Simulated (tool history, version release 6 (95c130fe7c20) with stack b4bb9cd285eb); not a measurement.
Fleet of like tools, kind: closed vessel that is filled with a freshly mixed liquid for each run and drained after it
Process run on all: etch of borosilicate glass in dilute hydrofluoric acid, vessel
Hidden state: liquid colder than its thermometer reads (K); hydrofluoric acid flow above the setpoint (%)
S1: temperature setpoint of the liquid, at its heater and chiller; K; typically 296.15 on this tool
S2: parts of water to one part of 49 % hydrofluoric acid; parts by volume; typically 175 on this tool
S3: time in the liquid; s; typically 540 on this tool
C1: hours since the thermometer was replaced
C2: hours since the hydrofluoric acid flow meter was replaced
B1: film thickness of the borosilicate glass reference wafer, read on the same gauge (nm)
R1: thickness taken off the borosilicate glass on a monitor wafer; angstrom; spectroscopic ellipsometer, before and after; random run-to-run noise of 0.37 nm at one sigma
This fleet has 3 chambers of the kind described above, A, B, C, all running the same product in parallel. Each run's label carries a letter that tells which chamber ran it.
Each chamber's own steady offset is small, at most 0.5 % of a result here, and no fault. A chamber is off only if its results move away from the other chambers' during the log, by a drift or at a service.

run   hour      S1   S2   S3      C1      C2      B1      R1
 1B    7.0  296.15  175  540   388.3   729.4  39.986  563.32
 2C   18.6  296.15  175  540   842.5   868.2  39.999  561.79
 3A   27.0  296.15  175  540   495.7   295.3  40.040  558.01
 4B   37.7  296.15  175  540   419.0   760.1  40.020  560.58
 5A   45.7  298.15  175  540   514.4   314.0  39.996  602.75
 6C   55.4  298.15  175  540   879.3   905.0  40.008  598.72
 7A   69.4  298.15  175  540   538.1   337.7  39.992  609.10
 8C   77.7  296.15  175  540   901.6   927.3  40.014  550.15
 9B   91.0  296.15  175  540   472.3   813.4  39.994  559.00
10C  105.1  296.15  175  540   929.0   954.7  39.965  556.44
11A  118.0  296.15  175  540   586.7   386.3  39.955  568.45
12B  125.9  296.15  175  540   507.2   848.3  39.989  565.94
13B  137.2  296.15  175  540   518.5   859.6  39.966  558.38
14C  145.9  296.15  175  540   969.8   995.5  39.965  554.74
15A  159.9  296.15  175  540   628.6   428.2  40.025  565.82
16B  172.5  296.15  175  540   553.8   894.9  40.000  555.70
17A  183.8  296.15  175  540   652.5   452.1  40.030  576.17
18C  195.8  296.15  175  540  1019.7  1045.4  39.989  559.23
19B  203.9  296.15  175  540   585.2   926.3  40.037  559.19
20A  212.3  296.15  175  540   681.0   480.6  39.953  585.27
21C  227.0  296.15  175  540  1050.9  1076.6  39.969  566.23
     231.2  -- chamber A: thermometer replaced
22B  236.0  292.15  255  540   617.3   958.4  40.020  301.70
23C  246.1  292.15  255  540  1070.0  1095.7  40.028  302.60
24A  259.6  292.15  255  540    28.4   527.9  40.004  318.31
25C  273.0  296.15  175  540  1096.9  1122.6  40.014  563.08
26A  281.7  296.15  175  540    50.5   550.0  40.004  580.83
27B  295.8  296.15  175  540   677.1  1018.2  39.971  552.91
28B  307.7  296.15  175  540   689.0  1030.1  39.998  561.11
29A  321.4  296.15  175  540    90.2   589.7  39.969  589.31
30C  329.1  296.15  175  540  1153.0  1178.7  40.004  554.36

Has any chamber moved away from the others, gradually or after a service, or does the common gauge drift, or do the chambers differ only by their own small steady offsets? State the chamber and the most likely cause if one applies.

Little by little, chamber A moves away from the other chambers.
Most likely cause: hydrofluoric acid flow above the setpoint (%) = 5.84.

Below are 4 candidate recipes for chamber A's next run, each the usual settings with a change, their results shown as question marks. Which of them brings A's results back in line with what the other chambers give on the usual settings?
To be in line, a result may differ from the other chambers' mean on the usual settings by at most: R1 13.00 angstrom
31A-1  339.5  296.15  175  615               ?
31A-2  339.5  296.15  165  540               ?
31A-3  339.5  295.65  175  485               ?
31A-4  339.5  296.15  175  510               ?

Mean of the other chambers on the usual settings: R1 559.66 angstrom
  run      R1
31A-1  680.24
31A-2  640.41
31A-3  526.27
31A-4  564.10
31A-4 is the one that brings the chamber's results back in line with the other chambers.

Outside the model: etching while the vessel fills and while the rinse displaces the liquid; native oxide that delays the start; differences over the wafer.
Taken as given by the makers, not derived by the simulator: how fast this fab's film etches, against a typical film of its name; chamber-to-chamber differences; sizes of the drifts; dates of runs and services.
